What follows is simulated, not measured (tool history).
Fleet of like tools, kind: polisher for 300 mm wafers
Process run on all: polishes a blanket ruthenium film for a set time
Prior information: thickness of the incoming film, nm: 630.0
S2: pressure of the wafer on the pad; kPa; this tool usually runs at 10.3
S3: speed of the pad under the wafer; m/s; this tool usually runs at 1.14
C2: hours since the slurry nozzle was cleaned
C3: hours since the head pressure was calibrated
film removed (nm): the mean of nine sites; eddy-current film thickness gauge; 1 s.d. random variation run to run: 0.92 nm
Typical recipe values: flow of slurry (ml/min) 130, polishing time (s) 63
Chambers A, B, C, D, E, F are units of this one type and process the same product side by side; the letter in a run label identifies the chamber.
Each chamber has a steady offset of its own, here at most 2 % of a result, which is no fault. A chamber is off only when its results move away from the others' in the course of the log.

run 1A day=0.292 | flow_of_slurry_(ml/min)=130 S2=10.3 S3=1.14 polishing_time_(s)=63 | wafers_polished_on_this_pad=331 C2=19.0 C3=735.1 | film_removed_(nm)=62.672
run 2E day=0.742 | flow_of_slurry_(ml/min)=130 S2=10.3 S3=1.14 polishing_time_(s)=63 | wafers_polished_on_this_pad=885 C2=408.5 C3=244.9 | film_removed_(nm)=63.285
-- day=1.000 chamber F: slurry nozzle cleaned
run 3F day=1.129 | flow_of_slurry_(ml/min)=130 S2=10.3 S3=1.14 polishing_time_(s)=63 | wafers_polished_on_this_pad=909 C2=3.1 C3=149.8 | film_removed_(nm)=63.129
-- day=1.450 chamber B: worn pad replaced by a new one
run 4B day=1.550 | flow_of_slurry_(ml/min)=130 S2=10.3 S3=1.14 polishing_time_(s)=63 | wafers_polished_on_this_pad=36 C2=851.0 C3=129.7 | film_removed_(nm)=64.416
run 5D day=2.108 | flow_of_slurry_(ml/min)=130 S2=10.3 S3=1.14 polishing_time_(s)=63 | wafers_polished_on_this_pad=793 C2=313.8 C3=162.3 | film_removed_(nm)=63.099
-- day=2.125 chamber F: worn pad replaced by a new one
-- day=2.192 chamber E: worn pad replaced by a new one
-- day=2.254 chamber C: worn pad replaced by a new one
run 6C day=2.683 | flow_of_slurry_(ml/min)=130 S2=10.3 S3=1.14 polishing_time_(s)=63 | wafers_polished_on_this_pad=152 C2=214.1 C3=965.1 | film_removed_(nm)=64.778
-- day=2.896 chamber D: worn pad replaced by a new one
-- day=2.992 chamber E: head pressure recalibrated
-- day=3.238 chamber A: worn pad replaced by a new one
run 7A day=3.312 | flow_of_slurry_(ml/min)=130 S2=10.3 S3=1.14 polishing_time_(s)=63 | wafers_polished_on_this_pad=27 C2=91.5 C3=807.6 | film_removed_(nm)=63.641
run 8E day=3.900 | flow_of_slurry_(ml/min)=130 S2=10.3 S3=1.14 polishing_time_(s)=63 | wafers_polished_on_this_pad=605 C2=484.3 C3=21.8 | film_removed_(nm)=62.000
-- day=4.079 chamber C: head pressure recalibrated
run 9B day=4.546 | flow_of_slurry_(ml/min)=130 S2=10.3 S3=1.14 polishing_time_(s)=63 | wafers_polished_on_this_pad=1096 C2=922.9 C3=201.6 | film_removed_(nm)=64.175
-- day=4.817 chamber D: slurry nozzle cleaned
-- day=4.971 chamber C: slurry nozzle cleaned
-- day=5.067 chamber B: slurry nozzle cleaned
-- day=5.121 chamber B: worn pad replaced by a new one
run 10F day=5.162 | flow_of_slurry_(ml/min)=130 S2=10.3 S3=1.14 polishing_time_(s)=63 | wafers_polished_on_this_pad=1075 C2=99.9 C3=246.6 | film_removed_(nm)=63.937
-- day=5.242 chamber F: worn pad replaced by a new one
run 11D day=5.462 | flow_of_slurry_(ml/min)=130 S2=10.3 S3=1.38 polishing_time_(s)=63 | wafers_polished_on_this_pad=909 C2=15.5 C3=242.8 | film_removed_(nm)=74.455
-- day=5.554 chamber E: worn pad replaced by a new one
-- day=5.975 chamber C: worn pad replaced by a new one
run 12C day=5.996 | flow_of_slurry_(ml/min)=130 S2=10.3 S3=1.38 polishing_time_(s)=63 | wafers_polished_on_this_pad=8 C2=24.7 C3=46.0 | film_removed_(nm)=76.934
-- day=6.258 chamber D: worn pad replaced by a new one
run 13E day=6.383 | flow_of_slurry_(ml/min)=130 S2=10.3 S3=1.38 polishing_time_(s)=63 | wafers_polished_on_this_pad=294 C2=543.9 C3=81.4 | film_removed_(nm)=77.010
run 14B day=6.717 | flow_of_slurry_(ml/min)=130 S2=10.3 S3=1.38 polishing_time_(s)=63 | wafers_polished_on_this_pad=565 C2=39.6 C3=253.7 | film_removed_(nm)=72.988
-- day=6.904 chamber E: slurry nozzle cleaned
-- day=6.979 chamber A: worn pad replaced by a new one
run 15C day=7.350 | flow_of_slurry_(ml/min)=130 S2=10.3 S3=1.38 polishing_time_(s)=63 | wafers_polished_on_this_pad=487 C2=57.2 C3=78.5 | film_removed_(nm)=78.697
run 16F day=7.846 | flow_of_slurry_(ml/min)=130 S2=10.3 S3=1.38 polishing_time_(s)=63 | wafers_polished_on_this_pad=922 C2=164.3 C3=311.0 | film_removed_(nm)=75.457
run 17D day=8.229 | flow_of_slurry_(ml/min)=130 S2=10.3 S3=1.14 polishing_time_(s)=63 | wafers_polished_on_this_pad=698 C2=81.9 C3=309.2 | film_removed_(nm)=63.630
-- day=8.350 chamber F: worn pad replaced by a new one
run 18A day=8.546 | flow_of_slurry_(ml/min)=130 S2=10.3 S3=1.14 polishing_time_(s)=63 | wafers_polished_on_this_pad=554 C2=217.1 C3=933.2 | film_removed_(nm)=64.137
-- day=8.571 chamber B: worn pad replaced by a new one
-- day=8.588 chamber A: head pressure recalibrated
-- day=8.892 chamber E: worn pad replaced by a new one
run 19A day=9.162 | flow_of_slurry_(ml/min)=130 S2=10.3 S3=1.14 polishing_time_(s)=63 | wafers_polished_on_this_pad=772 C2=231.9 C3=13.9 | film_removed_(nm)=63.478
-- day=9.221 chamber C: worn pad replaced by a new one
-- day=9.475 chamber D: worn pad replaced by a new one
run 20B day=9.750 | flow_of_slurry_(ml/min)=130 S2=10.3 S3=1.14 polishing_time_(s)=63 | wafers_polished_on_this_pad=417 C2=112.4 C3=326.5 | film_removed_(nm)=62.301
-- day=10.312 chamber A: worn pad replaced by a new one
run 21C day=10.338 | flow_of_slurry_(ml/min)=130 S2=10.3 S3=1.14 polishing_time_(s)=63 | wafers_polished_on_this_pad=396 C2=128.9 C3=150.2 | film_removed_(nm)=65.820
run 22F day=10.942 | flow_of_slurry_(ml/min)=130 S2=10.3 S3=1.14 polishing_time_(s)=63 | wafers_polished_on_this_pad=917 C2=238.6 C3=385.3 | film_removed_(nm)=62.521
run 23E day=11.296 | flow_of_slurry_(ml/min)=130 S2=10.3 S3=1.14 polishing_time_(s)=63 | wafers_polished_on_this_pad=851 C2=105.4 C3=199.3 | film_removed_(nm)=62.834
run 24D day=11.621 | flow_of_slurry_(ml/min)=145 S2=11.7 S3=1.14 polishing_time_(s)=63 | wafers_polished_on_this_pad=760 C2=163.3 C3=390.6 | film_removed_(nm)=72.437
-- day=11.962 chamber E: worn pad replaced by a new one
-- day=11.975 chamber B: head pressure recalibrated
run 25C day=12.033 | flow_of_slurry_(ml/min)=145 S2=11.7 S3=1.14 polishing_time_(s)=63 | wafers_polished_on_this_pad=996 C2=169.6 C3=190.9 | film_removed_(nm)=74.427
-- day=12.038 chamber F: worn pad replaced by a new one
-- day=12.254 chamber B: worn pad replaced by a new one
run 26F day=12.421 | flow_of_slurry_(ml/min)=145 S2=11.7 S3=1.14 polishing_time_(s)=63 | wafers_polished_on_this_pad=136 C2=274.1 C3=420.8 | film_removed_(nm)=73.195
run 27D day=12.817 | flow_of_slurry_(ml/min)=145 S2=11.7 S3=1.14 polishing_time_(s)=63 | wafers_polished_on_this_pad=1183 C2=192.0 C3=419.3 | film_removed_(nm)=74.017
-- day=12.979 chamber D: worn pad replaced by a new one
-- day=13.046 chamber C: worn pad replaced by a new one
run 28A day=13.254 | flow_of_slurry_(ml/min)=145 S2=11.7 S3=1.14 polishing_time_(s)=63 | wafers_polished_on_this_pad=1041 C2=330.1 C3=112.1 | film_removed_(nm)=73.569
-- day=13.554 chamber F: head pressure recalibrated
run 29B day=13.696 | flow_of_slurry_(ml/min)=145 S2=11.7 S3=1.14 polishing_time_(s)=63 | wafers_polished_on_this_pad=511 C2=207.1 C3=41.3 | film_removed_(nm)=72.859
-- day=13.883 chamber A: worn pad replaced by a new one
run 30E day=14.104 | flow_of_slurry_(ml/min)=130 S2=10.3 S3=1.14 polishing_time_(s)=63 | wafers_polished_on_this_pad=759 C2=172.8 C3=266.7 | film_removed_(nm)=64.239
-- day=14.308 chamber C: slurry nozzle cleaned
run 31A day=14.471 | flow_of_slurry_(ml/min)=130 S2=10.3 S3=1.14 polishing_time_(s)=63 | wafers_polished_on_this_pad=209 C2=359.3 C3=141.3 | film_removed_(nm)=61.523
run 32E day=15.083 | flow_of_slurry_(ml/min)=130 S2=10.3 S3=1.14 polishing_time_(s)=63 | wafers_polished_on_this_pad=1105 C2=196.3 C3=290.2 | film_removed_(nm)=61.694
-- day=15.208 chamber F: worn pad replaced by a new one
run 33B day=15.450 | flow_of_slurry_(ml/min)=130 S2=10.3 S3=1.14 polishing_time_(s)=63 | wafers_polished_on_this_pad=1132 C2=249.2 C3=83.4 | film_removed_(nm)=63.784
-- day=15.712 chamber E: worn pad replaced by a new one
run 34C day=16.062 | flow_of_slurry_(ml/min)=130 S2=10.3 S3=1.14 polishing_time_(s)=63 | wafers_polished_on_this_pad=1068 C2=42.1 C3=287.6 | film_removed_(nm)=63.539
run 35F day=16.446 | flow_of_slurry_(ml/min)=130 S2=10.3 S3=1.14 polishing_time_(s)=63 | wafers_polished_on_this_pad=439 C2=370.7 C3=69.4 | film_removed_(nm)=61.879
-- day=16.650 chamber D: worn pad replaced by a new one
run 36D day=16.975 | flow_of_slurry_(ml/min)=130 S2=10.3 S3=1.14 polishing_time_(s)=63 | wafers_polished_on_this_pad=115 C2=291.8 C3=519.1 | film_removed_(nm)=61.294
-- day=17.079 chamber E: head pressure recalibrated
run 37E day=17.396 | flow_of_slurry_(ml/min)=130 S2=10.3 S3=1.14 polishing_time_(s)=63 | wafers_polished_on_this_pad=596 C2=251.8 C3=7.6 | film_removed_(nm)=62.753

For the next run the whole fleet of 6 chambers uses the same settings. Give each chamber's results:
run 38A day=17.862 | flow_of_slurry_(ml/min)=130 S2=10.3 S3=1.14 polishing_time_(s)=63 | film_removed_(nm)=?
run 38B day=17.862 | flow_of_slurry_(ml/min)=130 S2=10.3 S3=1.14 polishing_time_(s)=63 | film_removed_(nm)=?
run 38C day=17.862 | flow_of_slurry_(ml/min)=130 S2=10.3 S3=1.14 polishing_time_(s)=63 | film_removed_(nm)=?
run 38D day=17.862 | flow_of_slurry_(ml/min)=130 S2=10.3 S3=1.14 polishing_time_(s)=63 | film_removed_(nm)=?
run 38E day=17.862 | flow_of_slurry_(ml/min)=130 S2=10.3 S3=1.14 polishing_time_(s)=63 | film_removed_(nm)=?
run 38F day=17.862 | flow_of_slurry_(ml/min)=130 S2=10.3 S3=1.14 polishing_time_(s)=63 | film_removed_(nm)=?

run=38A film_removed_(nm)=62.556
run=38B film_removed_(nm)=62.966
run=38C film_removed_(nm)=63.580
run=38D film_removed_(nm)=62.078
run=38E film_removed_(nm)=61.733
run=38F film_removed_(nm)=61.564
